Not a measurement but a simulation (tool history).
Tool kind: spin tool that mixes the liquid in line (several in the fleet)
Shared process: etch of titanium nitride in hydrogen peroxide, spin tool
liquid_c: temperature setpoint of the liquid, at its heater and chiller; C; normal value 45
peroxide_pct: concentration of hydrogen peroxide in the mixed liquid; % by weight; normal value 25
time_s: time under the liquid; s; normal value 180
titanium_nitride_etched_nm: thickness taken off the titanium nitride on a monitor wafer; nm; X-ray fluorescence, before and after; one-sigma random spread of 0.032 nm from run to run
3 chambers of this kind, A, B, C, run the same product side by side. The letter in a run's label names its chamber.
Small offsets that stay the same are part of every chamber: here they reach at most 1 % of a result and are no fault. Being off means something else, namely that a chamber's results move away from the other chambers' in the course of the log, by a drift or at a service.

run,hour,liquid_c,peroxide_pct,time_s,"read-back film thickness of the titanium nitride reference wafer, read on the same gauge (nm)",titanium_nitride_etched_nm
1C,9.7,45,25,180,99.998,3.2699
2B,20,45,25,180,100.01,3.2543
3A,30.2,45,25,180,100.02,3.2793
4A,36.2,45,25,180,99.986,3.212
# hour 40.4: chamber B: heated supply line repaired
5C,42.8,45,25,180,100.01,3.2373
6B,52.5,45,25,180,99.99,3.2768
# hour 53.4: chamber A: new drum of peroxide connected
7B,60.2,45,25,180,99.963,3.2079
8A,66.3,45,25,180,100.02,3.2654
# hour 74.1: chamber A: heated supply line repaired
9C,75.7,45,25,180,100,3.2422
10A,83.5,45,25,180,99.972,3.2381
11B,92.2,45,25,180,100.02,3.2033
12C,100.4,45,25,180,99.996,3.2503
13B,106.7,45,25,180,100,3.1082
# hour 113.3: chamber B: new drum of peroxide connected
14C,113.3,45,25,180,99.983,3.195
15A,123.3,45,25,180,100.02,3.2517
16A,131.5,45,18,180,100.01,3.0609
17C,138.2,45,18,180,99.991,2.9697
18B,147.7,45,18,180,100.01,2.9327
19B,152.7,49,18.5,180,99.983,3.892
20A,160,49,18.5,180,100.03,4.1455
21C,166.2,49,18.5,180,100.01,4.0368
22C,170.9,45,25,180,99.984,3.2812
23B,175.7,45,25,180,99.979,3.0666
24A,181.8,45,25,180,100.04,3.2547
25B,189.5,45,25,180,100,3.0154
26A,198.5,45,25,180,99.964,3.2584
27C,207.9,45,20.5,180,100.01,3.137
28A,213.5,45,20.5,180,99.999,3.1349

Is one chamber out of step, is the gauge drifting, or do the chambers differ by no more than their own small offsets? For an off chamber, give its letter and the likeliest cause.

One chamber, B, drifts off from the rest bit by bit.
Most likely cause: liquid colder than its thermometer reads (K) = 1.14.

Chamber B could run next with any of the 4 candidate recipes listed below; each alters the usual settings, and their results appear as question marks. Which one brings its results back in line with what the other chambers deliver on the usual settings?
In line here means within this much of the mean the other chambers give on the usual settings: titanium_nitride_etched_nm 0.11 nm
29B-1,221.2,45.5,25,185,,?
29B-2,221.2,43,25,180,,?
29B-3,221.2,44,25,180,,?
29B-4,221.2,45,25,210,,?

Mean of the other chambers on the usual settings: titanium_nitride_etched_nm 3.2557 nm
run,titanium_nitride_etched_nm
29B-1,3.2314
29B-2,2.5999
29B-3,2.8067
29B-4,3.5306
29B-1 is the one that brings the chamber's results back in line with the other chambers.

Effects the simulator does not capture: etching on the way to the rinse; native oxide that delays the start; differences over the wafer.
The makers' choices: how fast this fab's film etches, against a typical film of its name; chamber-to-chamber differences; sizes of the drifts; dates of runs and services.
